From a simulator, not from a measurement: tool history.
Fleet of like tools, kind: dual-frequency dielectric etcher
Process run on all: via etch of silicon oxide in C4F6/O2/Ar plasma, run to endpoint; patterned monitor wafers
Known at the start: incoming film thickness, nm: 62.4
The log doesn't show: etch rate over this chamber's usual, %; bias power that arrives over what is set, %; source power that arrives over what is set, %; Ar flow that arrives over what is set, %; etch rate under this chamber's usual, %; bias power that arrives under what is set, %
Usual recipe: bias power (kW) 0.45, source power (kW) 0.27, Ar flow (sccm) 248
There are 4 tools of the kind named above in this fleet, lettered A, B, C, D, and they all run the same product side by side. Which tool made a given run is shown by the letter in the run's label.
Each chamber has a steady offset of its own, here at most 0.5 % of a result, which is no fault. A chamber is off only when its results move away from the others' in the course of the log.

| run | day | bias power (kW) | source power (kW) | Ar flow (sccm) | hours since the last wet clean | hours since the last bias power generator calibration | hours since the last source power generator calibration | hours since the last Ar flow controller change | endpoint time (s) |
|---|---|---|---|---|---|---|---|---|---|
| 1A | 0.446 | 0.45 | 0.27 | 248 | 12.1 | 1094.5 | 735.3 | 1720.5 | 16.317 |
| 2B | 0.892 | 0.45 | 0.27 | 248 | 195.7 | 3154.7 | 489.5 | 143.1 | 16.172 |
| 3C | 1.221 | 0.45 | 0.27 | 248 | 82.8 | 1668.3 | 91.4 | 1183.2 | 16.24 |
| 4D | 1.788 | 0.45 | 0.27 | 248 | 410.8 | 1494.4 | 2340.4 | 199.3 | 16.209 |
| 5D | 2.112 | 0.45 | 0.23 | 248 | 418.6 | 1502.2 | 2348.2 | 207.1 | 17.261 |
| 6A | 2.567 | 0.45 | 0.23 | 248 | 63 | 1145.4 | 786.2 | 1771.4 | 17.077 |
| 7B | 3.054 | 0.45 | 0.23 | 248 | 247.6 | 3206.6 | 541.4 | 195 | 17.322 |
| 8C | 3.367 | 0.45 | 0.23 | 248 | 134.3 | 1719.8 | 142.9 | 1234.7 | 17.139 |
| 9B | 3.829 | 0.45 | 0.27 | 248 | 266.2 | 3225.2 | 560 | 213.6 | 16.156 |
| 10A | 4.408 | 0.45 | 0.27 | 248 | 107.2 | 1189.6 | 830.4 | 1815.6 | 16.231 |
| 11C | 4.708 | 0.45 | 0.27 | 248 | 166.5 | 1752 | 175.1 | 1266.9 | 16.279 |
| 12D | 5.279 | 0.45 | 0.27 | 248 | 494.6 | 1578.2 | 2424.2 | 283.1 | 16.203 |
| 13A | 5.804 | 0.45 | 0.27 | 248 | 140.7 | 1223.1 | 863.9 | 1849.1 | 16.14 |
| 14C | 6.292 | 0.45 | 0.27 | 248 | 204.5 | 1790 | 213.1 | 1304.9 | 16.241 |
| 15B | 6.617 | 0.45 | 0.27 | 248 | 333.1 | 3292.1 | 626.9 | 280.5 | 16.256 |
| 16D | 6.942 | 0.45 | 0.27 | 248 | 534.5 | 1618.1 | 2464.1 | 323 | 16.233 |
|  | 7.308 | chamber D: wet clean of the chamber |
|  | 7.333 | chamber D: bias power generator calibrated |
| 17B | 7.338 | 0.45 | 0.27 | 248 | 350.4 | 3309.4 | 644.2 | 297.8 | 16.368 |
| 18D | 7.871 | 0.45 | 0.27 | 248 | 13.6 | 13 | 2486.4 | 345.3 | 16.767 |
| 19A | 8.25 | 0.414 | 0.22 | 248 | 199.4 | 1281.8 | 922.6 | 1907.8 | 18.07 |
|  | 8.271 | chamber B: wet clean of the chamber |
| 20C | 8.692 | 0.414 | 0.22 | 248 | 262.1 | 1847.6 | 270.7 | 1362.5 | 18.003 |
| 21B | 8.996 | 0.414 | 0.22 | 248 | 17.4 | 3349.2 | 684 | 337.6 | 18.016 |
| 22D | 9.375 | 0.414 | 0.22 | 248 | 49.7 | 49.1 | 2522.5 | 381.4 | 18.984 |
| 23A | 9.862 | 0.45 | 0.27 | 248 | 238.1 | 1320.5 | 961.3 | 1946.5 | 16.085 |
| 24C | 10.175 | 0.45 | 0.27 | 248 | 297.7 | 1883.2 | 306.3 | 1398.1 | 16.102 |
| 25B | 10.55 | 0.45 | 0.27 | 248 | 54.7 | 3386.5 | 721.3 | 374.9 | 16.279 |
| 26C | 10.883 | 0.45 | 0.27 | 248 | 314.7 | 1900.2 | 323.3 | 1415.1 | 16.182 |
| 27A | 11.479 | 0.45 | 0.21 | 248 | 276.9 | 1359.3 | 1000.1 | 1985.3 | 17.567 |
| 28D | 11.925 | 0.45 | 0.21 | 248 | 110.9 | 110.3 | 2583.7 | 442.6 | 18.698 |
| 29A | 12.204 | 0.45 | 0.21 | 248 | 294.3 | 1376.7 | 1017.5 | 2002.7 | 17.747 |
| 30B | 12.471 | 0.45 | 0.21 | 248 | 100.8 | 3432.6 | 767.4 | 421 | 17.85 |
| 31D | 12.754 | 0.45 | 0.27 | 248 | 130.8 | 130.2 | 2603.6 | 462.5 | 16.89 |
| 32C | 13.329 | 0.45 | 0.27 | 248 | 373.4 | 1958.9 | 382 | 1473.8 | 16.184 |
| 33D | 13.9 | 0.45 | 0.27 | 248 | 158.3 | 157.7 | 2631.1 | 490 | 16.82 |
| 34A | 14.454 | 0.45 | 0.27 | 248 | 348.3 | 1430.7 | 1071.5 | 2056.7 | 16.245 |
| 35C | 14.779 | 0.45 | 0.27 | 248 | 408.2 | 1993.7 | 416.8 | 1508.6 | 15.921 |
| 36B | 15.283 | 0.45 | 0.27 | 248 | 168.3 | 3500.1 | 834.9 | 488.5 | 16.327 |
| 37A | 15.683 | 0.45 | 0.27 | 248 | 377.8 | 1460.2 | 1101 | 2086.2 | 16.224 |

All chambers now run identical settings, listed one chamber a line with results as question marks. What results will each chamber show?
| 38A | 16.125 | 0.45 | 0.27 | 248 |  |  |  |  | ? |
| 38B | 16.125 | 0.45 | 0.27 | 248 |  |  |  |  | ? |
| 38C | 16.125 | 0.45 | 0.27 | 248 |  |  |  |  | ? |
| 38D | 16.125 | 0.45 | 0.27 | 248 |  |  |  |  | ? |

| run | endpoint time (s) |
|---|---|
| 38A | 16.204 |
| 38B | 16.232 |
| 38C | 16.267 |
| 38D | 16.814 |

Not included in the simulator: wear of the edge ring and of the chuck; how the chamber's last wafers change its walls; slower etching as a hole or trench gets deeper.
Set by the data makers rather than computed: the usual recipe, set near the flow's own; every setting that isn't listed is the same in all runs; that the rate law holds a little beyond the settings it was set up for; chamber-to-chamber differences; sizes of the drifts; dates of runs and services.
